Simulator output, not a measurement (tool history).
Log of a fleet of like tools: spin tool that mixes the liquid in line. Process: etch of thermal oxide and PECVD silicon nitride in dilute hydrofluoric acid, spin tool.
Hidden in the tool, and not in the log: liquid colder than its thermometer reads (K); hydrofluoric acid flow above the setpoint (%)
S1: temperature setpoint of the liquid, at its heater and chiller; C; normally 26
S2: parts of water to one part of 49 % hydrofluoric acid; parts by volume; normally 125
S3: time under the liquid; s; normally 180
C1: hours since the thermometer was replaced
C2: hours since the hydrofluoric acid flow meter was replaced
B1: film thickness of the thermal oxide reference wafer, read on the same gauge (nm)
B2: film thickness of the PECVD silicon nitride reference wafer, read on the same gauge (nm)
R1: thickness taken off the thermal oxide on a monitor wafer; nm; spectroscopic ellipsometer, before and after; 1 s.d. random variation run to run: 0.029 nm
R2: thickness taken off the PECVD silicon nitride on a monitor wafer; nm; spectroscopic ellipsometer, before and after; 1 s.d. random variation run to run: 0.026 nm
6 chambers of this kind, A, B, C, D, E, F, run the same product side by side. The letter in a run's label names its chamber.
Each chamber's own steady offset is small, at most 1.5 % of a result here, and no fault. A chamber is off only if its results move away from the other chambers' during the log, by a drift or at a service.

run	hour	S1	S2	S3	C1	C2	B1	B2	R1	R2
# hour 7.1: chamber B: thermometer replaced
1F	13.5	26	125	180	242.5	886.9	139.99	30.01	7.2779	5.768
2E	26.5	26	125	180	1998.9	818.2	139.99	30.001	7.2862	5.8886
3B	33.1	26	125	180	26	114.7	140.01	29.985	7.2543	5.8129
4D	42.3	26	125	180	246.7	351.3	139.98	30.002	7.2222	5.8261
5A	53.1	26	125	180	1028.1	1398.2	140.04	29.995	7.2385	5.8277
6C	59.3	26	125	180	1367.8	233.7	140.04	29.982	7.3247	5.7734
7C	65.5	26	125	180	1374	239.9	140.03	30.026	7.245	5.7657
# hour 66.2: chamber F: hydrofluoric acid flow meter replaced
# hour 75.2: chamber A: thermometer replaced
8F	79.2	26	125	180	308.2	13.1	139.96	29.98	7.2615	5.8141
9B	91.7	26	125	180	84.6	173.3	140.04	30.011	7.2583	5.7899
10D	101.1	26	125	180	305.5	410.1	139.99	29.993	7.2188	5.8156
11A	110	26	125	180	34.9	1455.1	139.97	30.007	7.216	5.8574
12E	123	26	125	180	2095.4	914.7	140.05	30.005	7.3262	5.8572
# hour 124.1: chamber A: hydrofluoric acid flow meter replaced
13C	129.6	26	125	180	1438.1	304	140	29.998	7.2776	5.8016
14A	138.2	26	125	180	63.1	14.1	139.98	29.993	7.1518	5.8568
15D	149.4	26	125	180	353.8	458.4	139.99	29.988	7.2339	5.8239
16B	158.3	26	125	180	151.2	239.9	140.02	30.014	7.2733	5.7994
17E	167.6	28.5	75	180	2140	959.3	140	30.033	14.41	11.512
18F	175	28.5	75	180	404	108.9	139.99	30.024	14.103	11.14
19B	186	28.5	75	180	178.9	267.6	140.01	29.973	14.409	11.448
# hour 191.7: chamber E: thermometer replaced
20D	196.9	28.5	75	180	401.3	505.9	139.95	30.014	13.943	11.263
21A	209.9	28.5	75	180	134.8	85.8	140.03	30.003	14.019	11.333
22F	219	28.5	75	180	448	152.9	139.98	30.011	14.285	11.208
23C	226.3	26	125	180	1534.8	400.7	140	30.001	7.3004	5.7645
24E	233.9	26	125	180	42.3	1025.6	140.03	29.973	7.3658	5.8547
# hour 234.7: chamber E: hydrofluoric acid flow meter replaced
# hour 235.8: chamber C: hydrofluoric acid flow meter replaced
25A	247.9	26	125	240	172.8	123.8	139.95	30.003	9.6538	7.8574
# hour 258.5: chamber C: thermometer replaced
26E	260.1	26	125	240	68.5	25.4	140.03	29.981	9.7707	7.7493
27B	269.6	26	125	240	262.5	351.2	140	30.01	9.6822	7.7555
28C	280.1	26	125	240	21.7	44.3	140.03	30.012	9.7434	7.6635
29F	292	26	125	240	521	225.9	139.99	30.001	9.7209	7.7618
30D	302	26	125	240	506.4	611	139.99	29.982	9.5826	7.7479
# hour 305.4: chamber B: hydrofluoric acid flow meter replaced
31B	308.7	26	125	180	301.6	3.3	140.01	30.016	7.2401	5.791
32F	316.6	26	125	180	545.6	250.5	139.96	29.984	7.326	5.7843
33C	328.4	29.5	125	180	70	92.6	139.99	30.001	8.2529	7.205
34D	340.8	29.5	125	180	545.2	649.8	139.99	29.989	8.225	7.2562
35A	351.6	29.5	125	180	276.5	227.5	140.06	30	8.2464	7.2578
36E	365.2	29.5	125	180	173.6	130.5	139.98	29.991	8.3649	7.2634
37A	377	29.5	125	180	301.9	252.9	140.07	30	8.2882	7.3031
38E	383.9	29.5	125	180	192.3	149.2	140	29.99	8.3176	7.2374
39B	390.5	26	125	180	383.4	85.1	139.97	29.987	7.2943	5.7976
40F	402.3	26	125	180	631.3	336.2	140.01	29.988	7.2994	5.7959
41D	409.9	26	125	180	614.3	718.9	139.97	29.994	7.1915	5.8397
42C	421.3	26	125	220	162.9	185.5	139.98	30.019	8.8911	7.0703
43E	430.2	26	125	220	238.6	195.5	139.97	30.019	8.9546	7.1739

Which is it: a chamber that has drifted or been left off by a service, a gauge drift common to all chambers, or only each chamber's usual small offset? If a chamber is off, name it and its likeliest cause.

No chamber is off and the gauge is stable; the differences are just each chamber's small, constant offset.

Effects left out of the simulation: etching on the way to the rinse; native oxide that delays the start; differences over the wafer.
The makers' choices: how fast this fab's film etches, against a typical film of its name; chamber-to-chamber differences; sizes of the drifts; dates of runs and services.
